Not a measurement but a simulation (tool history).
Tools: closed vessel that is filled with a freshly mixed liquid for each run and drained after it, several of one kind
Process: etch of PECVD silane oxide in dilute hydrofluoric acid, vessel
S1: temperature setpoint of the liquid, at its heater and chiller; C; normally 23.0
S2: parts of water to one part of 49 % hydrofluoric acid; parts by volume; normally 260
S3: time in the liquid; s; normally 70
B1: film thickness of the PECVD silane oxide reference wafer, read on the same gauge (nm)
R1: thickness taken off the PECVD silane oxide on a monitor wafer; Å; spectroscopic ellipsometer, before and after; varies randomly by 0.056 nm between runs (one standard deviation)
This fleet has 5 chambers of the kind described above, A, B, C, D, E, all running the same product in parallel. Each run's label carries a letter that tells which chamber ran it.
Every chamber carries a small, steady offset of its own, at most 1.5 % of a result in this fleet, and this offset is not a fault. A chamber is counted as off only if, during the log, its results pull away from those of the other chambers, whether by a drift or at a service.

| run | day | S1 | S2 | S3 | B1 | R1 |
|---|---|---|---|---|---|---|
| 1E | 0.367 | 23.0 | 260 | 70 | 100.000 | 91.360 |
| 2B | 0.696 | 23.0 | 260 | 70 | 100.010 | 90.778 |
| 3A | 0.988 | 23.0 | 260 | 70 | 100.000 | 88.537 |
| 4C | 1.408 | 23.0 | 260 | 70 | 100.010 | 92.188 |
| 5D | 1.642 | 23.0 | 260 | 70 | 99.981 | 89.968 |
| 6C | 2.046 | 23.0 | 260 | 70 | 99.961 | 91.333 |
| 7A | 2.454 | 23.0 | 260 | 70 | 100.010 | 89.774 |
| 8D | 2.758 | 23.0 | 260 | 70 | 99.989 | 89.932 |
|  | 3.121 | chamber B: thermometer replaced |
| 9E | 3.154 | 23.0 | 260 | 70 | 99.989 | 91.157 |
| 10B | 3.433 | 18.5 | 260 | 90 | 100.020 | 99.086 |
| 11B | 3.796 | 18.5 | 260 | 90 | 100.020 | 97.937 |
| 12C | 4.254 | 18.5 | 260 | 90 | 100.000 | 100.560 |
| 13E | 4.638 | 18.5 | 260 | 90 | 100.020 | 98.647 |
| 14D | 4.912 | 18.5 | 260 | 90 | 100.000 | 98.491 |
| 15A | 5.262 | 23.0 | 305 | 90 | 100.010 | 94.394 |
| 16A | 5.662 | 23.0 | 305 | 90 | 99.954 | 93.923 |
| 17C | 6.004 | 23.0 | 305 | 90 | 100.020 | 98.087 |
| 18E | 6.329 | 23.0 | 305 | 90 | 100.010 | 95.336 |
| 19D | 6.542 | 23.0 | 305 | 90 | 99.977 | 94.574 |
| 20B | 6.792 | 23.0 | 260 | 70 | 99.968 | 90.292 |
| 21D | 7.046 | 23.0 | 260 | 70 | 100.050 | 90.448 |
| 22B | 7.433 | 23.0 | 185 | 95 | 100.030 | 184.920 |
| 23E | 7.754 | 23.0 | 185 | 95 | 99.948 | 187.670 |
| 24A | 8.104 | 23.0 | 185 | 95 | 100.030 | 186.230 |
| 25C | 8.462 | 23.0 | 185 | 95 | 99.979 | 197.400 |
| 26C | 8.888 | 23.0 | 185 | 95 | 99.995 | 196.390 |
| 27A | 9.225 | 23.0 | 260 | 70 | 99.979 | 88.826 |
| 28D | 9.629 | 23.0 | 260 | 70 | 100.010 | 90.119 |
| 29E | 9.904 | 23.0 | 260 | 70 | 99.989 | 90.988 |
| 30B | 10.133 | 23.0 | 260 | 70 | 100.010 | 89.676 |
| 31A | 10.542 | 23.0 | 260 | 80 | 99.975 | 102.580 |
| 32C | 10.854 | 23.0 | 260 | 80 | 100.000 | 110.280 |
| 33B | 11.138 | 23.0 | 260 | 80 | 99.975 | 103.770 |
| 34E | 11.558 | 23.0 | 260 | 80 | 99.984 | 105.350 |
| 35D | 11.771 | 23.0 | 260 | 80 | 100.050 | 103.060 |
| 36D | 12.054 | 23.0 | 260 | 70 | 100.000 | 89.109 |
| 37E | 12.508 | 27.0 | 335 | 70 | 99.991 | 75.812 |

Does one chamber stand apart from the rest, does the shared gauge drift, or is all well apart from small per-chamber offsets? Give the chamber and the most likely cause, where there is one.

Little by little, chamber C moves away from the other chambers.
Cause: liquid hotter than its thermometer reads (K) = 2.06.
The log may not separate it from: hydrofluoric acid flow above the setpoint (%).

Which of the 4 candidates below, each the usual settings with something changed and its results left as question marks, puts chamber C back in line with what the other chambers give on the usual settings?
Allowed miss from the other chambers' usual-settings mean, per result, to count as in line: R1 2.000 Å
| 38C-1 | 12.846 | 23.0 | 245 | 70 |  | ? |
| 38C-2 | 12.846 | 23.0 | 240 | 75 |  | ? |
| 38C-3 | 12.846 | 22.5 | 295 | 70 |  | ? |
| 38C-4 | 12.846 | 20.5 | 260 | 70 |  | ? |

Average result of the remaining chambers running the usual settings: R1 90.199 Å
| run | R1 |
|---|---|
| 38C-1 | 105.530 |
| 38C-2 | 116.030 |
| 38C-3 | 81.837 |
| 38C-4 | 89.441 |
38C-4 puts the chamber back in line with the other chambers.
